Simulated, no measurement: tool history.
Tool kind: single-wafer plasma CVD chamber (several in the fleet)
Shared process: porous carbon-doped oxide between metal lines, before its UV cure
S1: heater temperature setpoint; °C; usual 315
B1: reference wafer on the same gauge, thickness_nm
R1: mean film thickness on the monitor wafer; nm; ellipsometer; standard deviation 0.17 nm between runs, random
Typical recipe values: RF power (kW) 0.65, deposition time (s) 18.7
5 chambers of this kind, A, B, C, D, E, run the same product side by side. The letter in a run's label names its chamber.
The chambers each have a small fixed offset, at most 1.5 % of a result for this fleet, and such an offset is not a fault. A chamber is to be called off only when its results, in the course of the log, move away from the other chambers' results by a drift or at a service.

Run 1E, hour 3.6: usual settings; B1 92.02. Result: R1 112.62 nm.
Run 2C, hour 9.7: usual settings; B1 92.028. Result: R1 112.02 nm.
Run 3A, hour 14.9: usual settings; B1 92.06. Result: R1 113.45 nm.
Run 4D, hour 18.2: usual settings; B1 92.059. Result: R1 112.6 nm.
Run 5B, hour 22.2: usual settings; B1 92.035. Result: R1 111.27 nm.
Run 6B, hour 26.5: usual settings; B1 92.063. Result: R1 111.26 nm.
Run 7C, hour 31.5: usual settings but RF power (kW) 0.61; B1 92.082. Result: R1 107.8 nm.
Run 8A, hour 36.3: usual settings but RF power (kW) 0.61; B1 92.099. Result: R1 108.85 nm.
At hour 38.4: chamber C: thermocouple changed; heater temperature recalibrated.
Run 9D, hour 43.4: usual settings but RF power (kW) 0.61; B1 92.12. Result: R1 108.04 nm.
Run 10E, hour 46.7: usual settings but RF power (kW) 0.61; B1 92.11. Result: R1 108.14 nm.
Run 11D, hour 53.6: usual settings but RF power (kW) 0.61; B1 92.143. Result: R1 108.06 nm.
Run 12A, hour 58.3: usual settings; B1 92.14. Result: R1 113.28 nm.
Run 13C, hour 64: usual settings; B1 92.169. Result: R1 112.13 nm.
Run 14E, hour 69.5: usual settings; B1 92.153. Result: R1 112.82 nm.
Run 15B, hour 74.7: usual settings; B1 92.226. Result: R1 111.34 nm.
Run 16E, hour 78.6: usual settings; B1 92.211. Result: R1 112.51 nm.
Run 17C, hour 81.8: usual settings; B1 92.222. Result: R1 112.21 nm.
Run 18A, hour 85: usual settings; B1 92.257. Result: R1 113.34 nm.
Run 19D, hour 90.7: usual settings; B1 92.267. Result: R1 112.54 nm.
Run 20B, hour 94.6: usual settings; B1 92.292. Result: R1 111.38 nm.
Run 21C, hour 98.9: usual settings but S1 321 °C, RF power (kW) 0.56; B1 92.3. Result: R1 98.878 nm.
Run 22B, hour 106.2: usual settings but S1 321 °C, RF power (kW) 0.56; B1 92.328. Result: R1 97.934 nm.
Run 23D, hour 110.6: usual settings but S1 321 °C, RF power (kW) 0.56; B1 92.323. Result: R1 99.113 nm.
Run 24A, hour 114.1: usual settings but S1 321 °C, RF power (kW) 0.56; B1 92.311. Result: R1 100.35 nm.
Run 25E, hour 117.4: usual settings but S1 321 °C, RF power (kW) 0.56; B1 92.358. Result: R1 99.429 nm.
Run 26E, hour 123.1: usual settings; B1 92.351. Result: R1 112.76 nm.
Run 27C, hour 126.4: usual settings; B1 92.368. Result: R1 112.43 nm.
Run 28D, hour 130.9: usual settings; B1 92.368. Result: R1 112.81 nm.
Run 29A, hour 135: usual settings; B1 92.342. Result: R1 113.87 nm.
Run 30B, hour 141.3: usual settings; B1 92.433. Result: R1 111.37 nm.
Run 31E, hour 144.6: usual settings; B1 92.4. Result: R1 112.87 nm.
Run 32D, hour 149.1: usual settings; B1 92.43. Result: R1 112.94 nm.
Run 33C, hour 154.3: usual settings but S1 325 °C, deposition time (s) 15.6; B1 92.465. Result: R1 89.948 nm.
Run 34B, hour 159.6: usual settings but S1 325 °C, deposition time (s) 15.6; B1 92.5. Result: R1 89.056 nm.
Run 35A, hour 163.3: usual settings but S1 325 °C, deposition time (s) 15.6; B1 92.461. Result: R1 90.947 nm.
Run 36A, hour 167.3: usual settings but S1 325 °C, deposition time (s) 15.6; B1 92.5. Result: R1 90.881 nm.
Run 37B, hour 174.6: usual settings but S1 325 °C, deposition time (s) 15.6; B1 92.461. Result: R1 89.033 nm.
Run 38D, hour 179.1: usual settings; B1 92.512. Result: R1 112.93 nm.
Run 39C, hour 185.9: usual settings; B1 92.529. Result: R1 112.7 nm.
Run 40E, hour 190.1: usual settings but RF power (kW) 0.545, deposition time (s) 22.4; B1 92.586. Result: R1 119.92 nm.

Decide between three cases: one chamber stands off from its peers, the gauge reading all wafers drifts, or nothing is wrong past each chamber's small offset. Where a chamber is off, say which and what most likely put it there.

None of the chambers is off. What moves is the gauge, dragging all their readings along together.
Most likely cause: gauge reads high (%) = 0.609.
